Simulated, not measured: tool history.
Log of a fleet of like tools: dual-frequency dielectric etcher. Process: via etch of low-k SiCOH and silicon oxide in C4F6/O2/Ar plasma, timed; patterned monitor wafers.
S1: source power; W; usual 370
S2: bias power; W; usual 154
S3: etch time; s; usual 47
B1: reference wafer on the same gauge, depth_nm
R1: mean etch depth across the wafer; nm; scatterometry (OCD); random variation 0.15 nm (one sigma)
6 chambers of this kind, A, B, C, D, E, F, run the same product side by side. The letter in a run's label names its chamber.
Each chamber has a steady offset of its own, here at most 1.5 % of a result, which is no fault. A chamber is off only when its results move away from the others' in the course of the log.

{"run": "1D", "day": 0.3, "S1": 370, "S2": 154, "S3": 47, "B1": 92.995, "R1": 111.6}
{"run": "2C", "day": 0.846, "S1": 370, "S2": 154, "S3": 47, "B1": 92.985, "R1": 112.38}
{"run": "3B", "day": 1.525, "S1": 370, "S2": 154, "S3": 47, "B1": 92.968, "R1": 113.1}
{"run": "4A", "day": 1.821, "S1": 370, "S2": 154, "S3": 47, "B1": 92.968, "R1": 113.94}
{"run": "5F", "day": 2.233, "S1": 370, "S2": 154, "S3": 47, "B1": 92.951, "R1": 112.92}
{"run": "6E", "day": 2.746, "S1": 370, "S2": 154, "S3": 47, "B1": 92.904, "R1": 113.45}
{"run": "7F", "day": 3.217, "S1": 370, "S2": 154, "S3": 47, "B1": 92.881, "R1": 113.03}
{"run": "8C", "day": 3.892, "S1": 370, "S2": 154, "S3": 47, "B1": 92.94, "R1": 112.27}
{"run": "9B", "day": 4.329, "S1": 370, "S2": 154, "S3": 47, "B1": 92.899, "R1": 112.88}
{"day": 4.462, "done": "chamber F: wet clean of the chamber"}
{"run": "10E", "day": 4.971, "S1": 410, "S2": 154, "S3": 59.5, "B1": 92.865, "R1": 149.52}
{"run": "11D", "day": 5.45, "S1": 410, "S2": 154, "S3": 59.5, "B1": 92.871, "R1": 146.97}
{"run": "12A", "day": 6.096, "S1": 410, "S2": 154, "S3": 59.5, "B1": 92.809, "R1": 150.39}
{"run": "13E", "day": 6.417, "S1": 410, "S2": 154, "S3": 59.5, "B1": 92.812, "R1": 149.69}
{"run": "14C", "day": 7.071, "S1": 410, "S2": 154, "S3": 59.5, "B1": 92.82, "R1": 147.99}
{"day": 7.5, "done": "chamber C: bias power generator calibrated"}
{"run": "15B", "day": 7.729, "S1": 410, "S2": 154, "S3": 59.5, "B1": 92.821, "R1": 148.28}
{"run": "16A", "day": 8.317, "S1": 370, "S2": 188, "S3": 59, "B1": 92.801, "R1": 152.17}
{"run": "17F", "day": 8.888, "S1": 370, "S2": 188, "S3": 59, "B1": 92.745, "R1": 150.6}
{"day": 8.992, "done": "chamber A: wet clean of the chamber"}
{"run": "18D", "day": 9.217, "S1": 370, "S2": 188, "S3": 59, "B1": 92.746, "R1": 148.66}
{"run": "19D", "day": 9.621, "S1": 370, "S2": 188, "S3": 59, "B1": 92.72, "R1": 149.05}
{"run": "20E", "day": 10.05, "S1": 370, "S2": 188, "S3": 59, "B1": 92.72, "R1": 151.58}
{"run": "21B", "day": 10.567, "S1": 370, "S2": 188, "S3": 59, "B1": 92.719, "R1": 150.78}
{"run": "22A", "day": 11.146, "S1": 370, "S2": 154, "S3": 47, "B1": 92.691, "R1": 113.91}
{"run": "23C", "day": 11.588, "S1": 370, "S2": 154, "S3": 47, "B1": 92.705, "R1": 112}
{"run": "24F", "day": 12.267, "S1": 370, "S2": 154, "S3": 35, "B1": 92.706, "R1": 83.87}
{"run": "25C", "day": 12.758, "S1": 370, "S2": 154, "S3": 35, "B1": 92.67, "R1": 83.347}
{"run": "26F", "day": 13.062, "S1": 370, "S2": 154, "S3": 35, "B1": 92.647, "R1": 83.898}
{"run": "27A", "day": 13.629, "S1": 370, "S2": 154, "S3": 35, "B1": 92.605, "R1": 84.633}
{"run": "28E", "day": 14.183, "S1": 370, "S2": 154, "S3": 35, "B1": 92.607, "R1": 84.26}
{"day": 14.633, "done": "chamber D: wet clean of the chamber"}
{"run": "29D", "day": 14.771, "S1": 370, "S2": 154, "S3": 35, "B1": 92.621, "R1": 82.871}
{"run": "30B", "day": 15.1, "S1": 370, "S2": 154, "S3": 47, "B1": 92.586, "R1": 112.65}
{"day": 15.346, "done": "chamber E: wet clean of the chamber"}
{"run": "31C", "day": 15.538, "S1": 370, "S2": 154, "S3": 47, "B1": 92.585, "R1": 111.75}
{"run": "32B", "day": 15.904, "S1": 370, "S2": 154, "S3": 47, "B1": 92.567, "R1": 112.75}
{"run": "33D", "day": 16.217, "S1": 370, "S2": 154, "S3": 47, "B1": 92.552, "R1": 110.96}
{"run": "34E", "day": 16.892, "S1": 370, "S2": 154, "S3": 47, "B1": 92.572, "R1": 112.92}
{"run": "35A", "day": 17.354, "S1": 370, "S2": 154, "S3": 47, "B1": 92.51, "R1": 113.67}
{"run": "36F", "day": 17.712, "S1": 370, "S2": 154, "S3": 47, "B1": 92.504, "R1": 112.63}
{"run": "37D", "day": 18.188, "S1": 370, "S2": 154, "S3": 47, "B1": 92.505, "R1": 111.17}
{"run": "38B", "day": 18.712, "S1": 370, "S2": 154, "S3": 47, "B1": 92.508, "R1": 112.37}

Is one chamber off against the others, does the gauge drift, or is nothing wrong? If a chamber is off, say which, and what the likeliest cause is.

The gauge drifts, so all chambers seem to drift together. No chamber is off.
Cause: gauge reads low (%) = 0.557.
